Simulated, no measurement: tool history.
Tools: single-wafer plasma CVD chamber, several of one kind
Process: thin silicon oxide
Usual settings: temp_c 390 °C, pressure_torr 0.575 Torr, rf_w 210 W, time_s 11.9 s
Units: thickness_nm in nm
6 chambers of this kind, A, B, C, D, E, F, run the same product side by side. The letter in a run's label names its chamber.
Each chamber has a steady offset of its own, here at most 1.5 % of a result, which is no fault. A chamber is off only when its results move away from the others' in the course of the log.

run   hour  temp_c  pressure_torr  rf_w  time_s  hours since the last thermocouple change  hours since the last RF generator calibration  hours since the last manometer calibration  read-back reference wafer on the same gauge, thickness_nm  thickness_nm
 1A    6.4     390          0.575   210    11.9                                     568.7                                          367.5                                       884.2                                                     13.297        13.195
 2D     13     390          0.575   210    11.9                                     945.6                                          659.6                                       785.9                                                     13.315        13.063
 3F   23.2     390          0.575   210    11.9                                      61.6                                         1027.8                                      2119.1                                                     13.297        13.151
 4B   32.5     390          0.575   210    11.9                                     902.5                                         1713.1                                      1262.1                                                     13.301        13.234
 5E   38.2     390          0.575   210    11.9                                     715.1                                          347.7                                      1441.2                                                     13.294        13.152
 6C   44.1     390          0.575   210    11.9                                     597.3                                         1395.9                                       698.9                                                     13.291        13.277
 7E   51.1     390          0.575   210    10.1                                       728                                          360.6                                      1454.1                                                     13.291        11.178
 8A   59.8     390          0.575   210    10.1                                     622.1                                          420.9                                       937.6                                                     13.303        11.269
 9C   69.4     390          0.575   210    10.1                                     622.6                                         1421.2                                       724.2                                                     13.305        11.222
10F   79.8     390          0.575   210    10.1                                     118.2                                         1084.4                                      2175.7                                                     13.297         11.09
11B   87.5     390          0.575   210    10.1                                     957.5                                         1768.1                                      1317.1                                                     13.295         11.26
12D     98     390          0.575   210    10.1                                    1030.6                                          744.6                                       870.9                                                     13.304        11.125
     103.2  -- chamber B: RF generator calibrated
13F  104.6     390          0.575   210    11.9                                       143                                         1109.2                                      2200.5                                                     13.286        12.959
14C    115     390          0.575   210    11.9                                     668.2                                         1466.8                                       769.8                                                     13.303        13.346
15B  125.9     384          0.575   210    13.8                                     995.9                                           22.8                                      1355.5                                                      13.31        15.432
16D  132.4     384          0.575   210    13.8                                      1065                                            779                                       905.3                                                     13.296        15.264
17E  140.3     384          0.575   210    13.8                                     817.2                                          449.8                                      1543.3                                                     13.289        15.376
18A  146.8     384          0.575   210    13.8                                     709.1                                          507.9                                      1024.6                                                       13.3        15.473
19D  157.7     384          0.575   210    13.8                                    1090.3                                          804.3                                       930.6                                                     13.302        15.283
20B  167.9     384          0.575   210    13.8                                    1037.9                                           64.8                                      1397.5                                                     13.297        15.363
21E  174.9     390          0.575   210    11.9                                     851.8                                          484.4                                      1577.9                                                     13.299         13.17
     176.7  -- chamber E: capacitance manometer re-zeroed and calibrated
22A  179.7     390          0.575   210    11.9                                       742                                          540.8                                      1057.5                                                     13.294        13.176
23F  184.7     390          0.575   210    11.9                                     223.1                                         1189.3                                      2280.6                                                     13.302        13.233
24C  195.1     385          0.575   240    11.9                                     748.3                                         1546.9                                       849.9                                                     13.294        14.256
25F  200.4     385          0.575   240    11.9                                     238.8                                           1205                                      2296.3                                                     13.297        14.002
26A  210.5     385          0.575   240    11.9                                     772.8                                          571.6                                      1088.3                                                     13.285        14.194
     221.2  -- chamber D: RF generator calibrated
27E  221.3     385          0.575   240    11.9                                     898.2                                          530.8                                        44.6                                                     13.292        14.497
28C  227.6     385          0.575   240    11.9                                     780.8                                         1579.4                                       882.4                                                     13.289        14.138
29B  233.9     385          0.575   240    11.9                                    1103.9                                          130.8                                      1463.5                                                       13.3        14.023
30D  242.5     390          0.575   210    11.9                                    1175.1                                           21.4                                      1015.4                                                     13.304        13.105
31B  253.3     390          0.575   210    11.9                                    1123.3                                          150.2                                      1482.9                                                     13.297        13.194
32C  259.4     390          0.575   210    11.9                                     812.6                                         1611.2                                       914.2                                                     13.304         13.24
33A  266.3     390          0.575   210    11.9                                     828.6                                          627.4                                      1144.1                                                     13.288        13.183
34E  271.5     390          0.575   210    11.9                                     948.4                                            581                                        94.8                                                     13.312        13.695
35F  280.5     390          0.575   210    11.9                                     318.9                                         1285.1                                      2376.4                                                     13.299         13.11
     288.5  -- chamber C: thermocouple changed; heater temperature recalibrated
36D    290     390          0.575   210    11.9                                    1222.6                                           68.9                                      1062.9                                                     13.296        13.183
37F  298.1     390          0.575   210    11.9                                     336.5                                         1302.7                                        2394                                                     13.304        13.027
38E  305.6     390          0.575   210    11.9                                     982.5                                          615.1                                       128.9                                                     13.299        13.701
39C  312.2     390          0.575   210    11.9                                      23.8                                           1664                                         967                                                     13.292        13.098
40D  319.1     390          0.707   175    11.9                                    1251.7                                             98                                        1092                                                     13.296        15.001
41B  325.5     390          0.707   175    11.9                                    1195.5                                          222.4                                      1555.1                                                       13.3        15.001

Next, every chamber runs the same settings. What will each give?
42A  333.4     390           0.51   210    11.9                                                                                                                                                                                                             ?
42B  333.4     390           0.51   210    11.9                                                                                                                                                                                                             ?
42C  333.4     390           0.51   210    11.9                                                                                                                                                                                                             ?
42D  333.4     390           0.51   210    11.9                                                                                                                                                                                                             ?
42E  333.4     390           0.51   210    11.9                                                                                                                                                                                                             ?
42F  333.4     390           0.51   210    11.9                                                                                                                                                                                                             ?

run  thickness_nm
42A        11.613
42B        11.629
42C        11.448
42D        11.586
42E        11.981
42F        11.334
